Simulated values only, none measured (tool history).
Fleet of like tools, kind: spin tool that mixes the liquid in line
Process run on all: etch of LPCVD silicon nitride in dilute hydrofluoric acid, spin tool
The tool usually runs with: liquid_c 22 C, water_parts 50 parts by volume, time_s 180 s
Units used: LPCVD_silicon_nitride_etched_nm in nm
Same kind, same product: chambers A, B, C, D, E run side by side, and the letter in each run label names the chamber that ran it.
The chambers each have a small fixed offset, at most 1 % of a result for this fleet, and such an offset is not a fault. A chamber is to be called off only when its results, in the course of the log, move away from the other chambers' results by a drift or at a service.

run   hour  liquid_c  water_parts  time_s  hours since the thermometer was replaced  hours since the hydrofluoric acid flow meter was replaced  read-back film thickness of the LPCVD silicon nitride reference wafer, read on the same gauge (nm)  LPCVD_silicon_nitride_etched_nm
       3.4  -- chamber B: thermometer replaced
 1A    7.6        22           50     180                                      1268                                                        945                                                                                              69.982                           1.3114
 2E     11        22           50     180                                     115.7                                                      624.3                                                                                              69.996                           1.2956
 3C   15.9        22           50     180                                     697.4                                                       62.6                                                                                              70.034                           1.3353
 4B   21.1        22           50     180                                      17.7                                                      195.7                                                                                              69.993                           1.3351
 5D   28.2        22           50     180                                     519.3                                                      280.6                                                                                              70.016                           1.3204
 6A   33.7        22           50     180                                    1294.1                                                      971.1                                                                                               70.02                           1.3422
 7C   39.2        22           50     230                                     720.7                                                       85.9                                                                                              69.981                           1.6776
 8D   44.7        22           50     230                                     535.8                                                      297.1                                                                                              69.986                           1.6806
 9B   51.3        22           50     230                                      47.9                                                      225.9                                                                                              69.973                           1.7238
10E   56.8        22           50     230                                     161.5                                                      670.1                                                                                              70.017                           1.6721
11C   62.6        22           50     230                                     744.1                                                      109.3                                                                                              70.049                           1.6683
12B   69.4        22           50     180                                        66                                                        244                                                                                              69.991                           1.3536
13E   74.8        22           50     180                                     179.5                                                      688.1                                                                                              69.975                           1.3273
14D   78.4        22           50     180                                     569.5                                                      330.8                                                                                              69.973                           1.3174
15A   83.9        22           50     180                                    1344.3                                                     1021.3                                                                                                  70                           1.3005
16C   88.7        22           50     180                                     770.2                                                      135.4                                                                                               70.01                           1.3452
17D   92.3        22           60     180                                     583.4                                                      344.7                                                                                              69.998                           1.1079
18A   96.6        22           60     180                                      1357                                                       1034                                                                                              70.041                           1.0847
19B  104.1        22           60     180                                     100.7                                                      278.7                                                                                              70.048                            1.117
20E  109.8        22           60     180                                     214.5                                                      723.1                                                                                              70.018                           1.0955
21A  116.6        22           60     180                                      1377                                                       1054                                                                                              70.037                           1.0501
22B  123.7        22           50     180                                     120.3                                                      298.3                                                                                              69.963                           1.3414
23E  131.2        22           50     180                                     235.9                                                      744.5                                                                                              70.025                           1.3501
24D  137.2        22           50     180                                     628.3                                                      389.6                                                                                              70.022                           1.3582
25C  140.8        22           50     180                                     822.3                                                      187.5                                                                                              70.005                           1.3164
     143.4  -- chamber A: hydrofluoric acid flow meter replaced
26D  148.4        22           50     180                                     639.5                                                      400.8                                                                                              69.984                           1.2936
27A  155.4        22           50     180                                    1415.8                                                       12.1                                                                                              70.056                           1.2564
28C    163        22           50     180                                     844.5                                                      209.7                                                                                              69.977                           1.3251
29E  166.9        22           50     180                                     271.6                                                      780.2                                                                                              69.963                           1.3443
30B  173.8        22           50     180                                     170.4                                                      348.4                                                                                              70.008                           1.3388
31E  177.2        22           40     180                                     281.9                                                      790.5                                                                                              70.049                            1.667
32D  181.8        22           40     180                                     672.9                                                      434.2                                                                                               70.04                           1.6472
33A  189.6        22           40     180                                      1450                                                       46.3                                                                                              69.981                           1.4687
34C  193.4        22           40     180                                     874.9                                                      240.1                                                                                              69.971                            1.675
35B  199.2        22           40     180                                     195.8                                                      373.8                                                                                              70.021                           1.6425
36D  205.6        22           50     180                                     696.7                                                        458                                                                                              69.999                           1.3121
37C  209.1        22           50     180                                     890.6                                                      255.8                                                                                              69.983                           1.2862
38B  213.2        22           50      85                                     209.8                                                      387.8                                                                                              70.031                          0.62853
39E    220        22           50      85                                     324.7                                                      833.3                                                                                               69.97                          0.63742
40A  224.7        22           50      85                                    1485.1                                                       81.4                                                                                              69.979                          0.56117

Read the log: is a single chamber off, either drifting away or since a service, is the gauge that measures every chamber drifting, or is nothing wrong beyond small per-chamber offsets? Name any odd chamber and what most likely caused it.

Little by little, chamber A moves away from the other chambers.
Likeliest cause: liquid colder than its thermometer reads (K) = 1.86.

Chamber A could run next with any of the 4 candidate recipes listed below; each alters the usual settings, and their results appear as question marks. Which one brings its results back in line with what the other chambers deliver on the usual settings?
Allowed miss from the other chambers' usual-settings mean, per result, to count as in line: LPCVD_silicon_nitride_etched_nm 0.076 nm
41A-1  230.3        23           50     210                                                                                                                                                                                                                                         ?
41A-2  230.3      21.5           50     165                                                                                                                                                                                                                                         ?
41A-3  230.3      23.5           50     180                                                                                                                                                                                                                                         ?
41A-4  230.3      21.5           55     160                                                                                                                                                                                                                                         ?

Other chambers, usual settings, mean: LPCVD_silicon_nitride_etched_nm 1.3284 nm
  run  LPCVD_silicon_nitride_etched_nm
41A-1                           1.4844
41A-2                           1.0497
41A-3                           1.3177
41A-4                          0.92764
The right change is 41A-3: it brings the chamber back within the allowed miss of the others.
